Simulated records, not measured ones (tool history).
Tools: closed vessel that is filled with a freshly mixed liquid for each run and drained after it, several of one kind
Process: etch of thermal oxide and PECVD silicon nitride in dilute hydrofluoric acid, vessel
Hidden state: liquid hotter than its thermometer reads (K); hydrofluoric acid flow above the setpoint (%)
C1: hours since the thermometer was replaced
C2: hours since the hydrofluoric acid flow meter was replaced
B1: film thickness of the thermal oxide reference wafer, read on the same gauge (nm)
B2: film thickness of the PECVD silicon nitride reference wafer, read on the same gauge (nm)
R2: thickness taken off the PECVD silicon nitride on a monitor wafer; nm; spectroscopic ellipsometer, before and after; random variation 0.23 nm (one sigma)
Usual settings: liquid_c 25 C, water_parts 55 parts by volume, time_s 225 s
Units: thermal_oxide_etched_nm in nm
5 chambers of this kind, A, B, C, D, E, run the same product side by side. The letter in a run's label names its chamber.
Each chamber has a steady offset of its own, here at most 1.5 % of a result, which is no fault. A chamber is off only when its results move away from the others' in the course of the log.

{"run": "1B", "day": 0.283, "liquid_c": 25, "water_parts": 55, "time_s": 225, "C1": 277.5, "C2": 19.0, "B1": 69.988, "B2": 149.99, "thermal_oxide_etched_nm": 20.636, "R2": 24.442}
{"run": "2A", "day": 0.446, "liquid_c": 25, "water_parts": 55, "time_s": 225, "C1": 2500.9, "C2": 510.6, "B1": 70.063, "B2": 150.0, "thermal_oxide_etched_nm": 20.802, "R2": 24.711}
{"run": "3E", "day": 0.688, "liquid_c": 25, "water_parts": 55, "time_s": 225, "C1": 643.2, "C2": 210.9, "B1": 70.01, "B2": 149.98, "thermal_oxide_etched_nm": 20.719, "R2": 24.491}
{"run": "4D", "day": 0.938, "liquid_c": 25, "water_parts": 55, "time_s": 225, "C1": 2397.3, "C2": 453.9, "B1": 69.982, "B2": 150.01, "thermal_oxide_etched_nm": 20.497, "R2": 24.435}
{"run": "5C", "day": 1.117, "liquid_c": 25, "water_parts": 70, "time_s": 225, "C1": 1438.1, "C2": 1422.1, "B1": 70.013, "B2": 149.99, "thermal_oxide_etched_nm": 15.663, "R2": 19.458}
{"run": "6A", "day": 1.262, "liquid_c": 25, "water_parts": 70, "time_s": 225, "C1": 2520.5, "C2": 530.2, "B1": 70.029, "B2": 150.02, "thermal_oxide_etched_nm": 15.986, "R2": 19.574}
{"run": "7B", "day": 1.446, "liquid_c": 25, "water_parts": 70, "time_s": 225, "C1": 305.4, "C2": 46.9, "B1": 70.016, "B2": 150.0, "thermal_oxide_etched_nm": 15.757, "R2": 19.083}
{"run": "8C", "day": 1.683, "liquid_c": 25, "water_parts": 70, "time_s": 225, "C1": 1451.7, "C2": 1435.7, "B1": 70.006, "B2": 150.0, "thermal_oxide_etched_nm": 15.719, "R2": 19.284}
{"run": "9E", "day": 1.942, "liquid_c": 25, "water_parts": 70, "time_s": 225, "C1": 673.3, "C2": 241.0, "B1": 70.03, "B2": 150.02, "thermal_oxide_etched_nm": 15.927, "R2": 19.655}
{"run": "10D", "day": 2.15, "liquid_c": 25, "water_parts": 55, "time_s": 225, "C1": 2426.4, "C2": 483.0, "B1": 69.942, "B2": 150.01, "thermal_oxide_etched_nm": 20.497, "R2": 24.405}
{"run": "11B", "day": 2.275, "liquid_c": 25, "water_parts": 55, "time_s": 225, "C1": 325.3, "C2": 66.8, "B1": 70.02, "B2": 150.0, "thermal_oxide_etched_nm": 20.598, "R2": 24.914}
{"run": "12D", "day": 2.554, "liquid_c": 25, "water_parts": 55, "time_s": 225, "C1": 2436.1, "C2": 492.7, "B1": 69.981, "B2": 150.01, "thermal_oxide_etched_nm": 20.414, "R2": 24.417}
{"run": "13C", "day": 2.733, "liquid_c": 25, "water_parts": 55, "time_s": 225, "C1": 1476.9, "C2": 1460.9, "B1": 70.011, "B2": 150.0, "thermal_oxide_etched_nm": 20.232, "R2": 24.69}
{"run": "14A", "day": 2.9, "liquid_c": 25, "water_parts": 55, "time_s": 225, "C1": 2559.8, "C2": 569.5, "B1": 70.021, "B2": 149.99, "thermal_oxide_etched_nm": 20.828, "R2": 24.502}
{"run": "15E", "day": 3.038, "liquid_c": 25, "water_parts": 55, "time_s": 225, "C1": 699.6, "C2": 267.3, "B1": 69.991, "B2": 150.0, "thermal_oxide_etched_nm": 20.811, "R2": 24.856}
{"run": "16A", "day": 3.279, "liquid_c": 25, "water_parts": 55, "time_s": 225, "C1": 2568.9, "C2": 578.6, "B1": 70.025, "B2": 149.99, "thermal_oxide_etched_nm": 20.804, "R2": 24.661}
{"day": 3.346, "done": "chamber C: thermometer replaced"}
{"run": "17D", "day": 3.562, "liquid_c": 25, "water_parts": 55, "time_s": 225, "C1": 2460.3, "C2": 516.9, "B1": 70.0, "B2": 150.0, "thermal_oxide_etched_nm": 20.396, "R2": 24.277}
{"run": "18E", "day": 3.696, "liquid_c": 25, "water_parts": 55, "time_s": 225, "C1": 715.4, "C2": 283.1, "B1": 69.979, "B2": 149.99, "thermal_oxide_etched_nm": 20.828, "R2": 24.505}
{"run": "19B", "day": 3.933, "liquid_c": 25, "water_parts": 55, "time_s": 225, "C1": 365.1, "C2": 106.6, "B1": 70.006, "B2": 150.0, "thermal_oxide_etched_nm": 20.601, "R2": 24.572}
{"run": "20C", "day": 4.092, "liquid_c": 25, "water_parts": 55, "time_s": 225, "C1": 17.9, "C2": 1493.5, "B1": 70.009, "B2": 150.02, "thermal_oxide_etched_nm": 20.414, "R2": 24.824}
{"run": "21E", "day": 4.342, "liquid_c": 25, "water_parts": 55, "time_s": 225, "C1": 730.9, "C2": 298.6, "B1": 69.997, "B2": 150.01, "thermal_oxide_etched_nm": 20.794, "R2": 25.036}
{"run": "22B", "day": 4.504, "liquid_c": 25, "water_parts": 55, "time_s": 225, "C1": 378.8, "C2": 120.3, "B1": 69.994, "B2": 149.99, "thermal_oxide_etched_nm": 20.535, "R2": 24.42}
{"run": "23C", "day": 4.704, "liquid_c": 25, "water_parts": 55, "time_s": 225, "C1": 32.6, "C2": 1508.2, "B1": 70.025, "B2": 150.0, "thermal_oxide_etched_nm": 20.437, "R2": 24.702}
{"run": "24A", "day": 4.871, "liquid_c": 25, "water_parts": 55, "time_s": 225, "C1": 2607.1, "C2": 616.8, "B1": 70.038, "B2": 149.97, "thermal_oxide_etched_nm": 20.72, "R2": 24.547}
{"run": "25D", "day": 5.121, "liquid_c": 25, "water_parts": 55, "time_s": 225, "C1": 2497.7, "C2": 554.3, "B1": 70.016, "B2": 150.0, "thermal_oxide_etched_nm": 20.401, "R2": 24.157}
{"run": "26D", "day": 5.275, "liquid_c": 25, "water_parts": 30, "time_s": 225, "C1": 2501.4, "C2": 558.0, "B1": 69.977, "B2": 150.0, "thermal_oxide_etched_nm": 38.413, "R2": 43.932}
{"run": "27C", "day": 5.558, "liquid_c": 25, "water_parts": 30, "time_s": 225, "C1": 53.1, "C2": 1528.7, "B1": 69.967, "B2": 150.0, "thermal_oxide_etched_nm": 38.925, "R2": 45.254}
{"run": "28A", "day": 5.729, "liquid_c": 25, "water_parts": 30, "time_s": 225, "C1": 2627.7, "C2": 637.4, "B1": 70.023, "B2": 149.99, "thermal_oxide_etched_nm": 39.963, "R2": 45.375}
{"run": "29E", "day": 5.908, "liquid_c": 25, "water_parts": 30, "time_s": 225, "C1": 768.5, "C2": 336.2, "B1": 70.011, "B2": 150.01, "thermal_oxide_etched_nm": 39.777, "R2": 45.419}
{"run": "30B", "day": 6.133, "liquid_c": 25, "water_parts": 30, "time_s": 225, "C1": 417.9, "C2": 159.4, "B1": 70.014, "B2": 149.97, "thermal_oxide_etched_nm": 39.59, "R2": 45.301}
{"run": "31E", "day": 6.283, "liquid_c": 25, "water_parts": 55, "time_s": 225, "C1": 777.5, "C2": 345.2, "B1": 69.994, "B2": 150.01, "thermal_oxide_etched_nm": 20.9, "R2": 24.831}
{"run": "32D", "day": 6.5, "liquid_c": 25, "water_parts": 55, "time_s": 225, "C1": 2530.8, "C2": 587.4, "B1": 69.983, "B2": 149.98, "thermal_oxide_etched_nm": 20.412, "R2": 24.211}
{"run": "33B", "day": 6.683, "liquid_c": 25, "water_parts": 75, "time_s": 110, "C1": 431.1, "C2": 172.6, "B1": 69.952, "B2": 150.0, "thermal_oxide_etched_nm": 7.1831, "R2": 8.8872}

Next, every chamber runs the same settings. What will each give?
{"run": "34A", "day": 6.888, "liquid_c": 25, "water_parts": 55, "time_s": 225, "thermal_oxide_etched_nm": "?", "R2": "?"}
{"run": "34B", "day": 6.888, "liquid_c": 25, "water_parts": 55, "time_s": 225, "thermal_oxide_etched_nm": "?", "R2": "?"}
{"run": "34C", "day": 6.888, "liquid_c": 25, "water_parts": 55, "time_s": 225, "thermal_oxide_etched_nm": "?", "R2": "?"}
{"run": "34D", "day": 6.888, "liquid_c": 25, "water_parts": 55, "time_s": 225, "thermal_oxide_etched_nm": "?", "R2": "?"}
{"run": "34E", "day": 6.888, "liquid_c": 25, "water_parts": 55, "time_s": 225, "thermal_oxide_etched_nm": "?", "R2": "?"}

run=34A thermal_oxide_etched_nm=20.9160 R2=24.6170
run=34B thermal_oxide_etched_nm=20.5550 R2=24.4290
run=34C thermal_oxide_etched_nm=20.3410 R2=24.6670
run=34D thermal_oxide_etched_nm=20.6470 R2=23.8190
run=34E thermal_oxide_etched_nm=20.6330 R2=24.5400
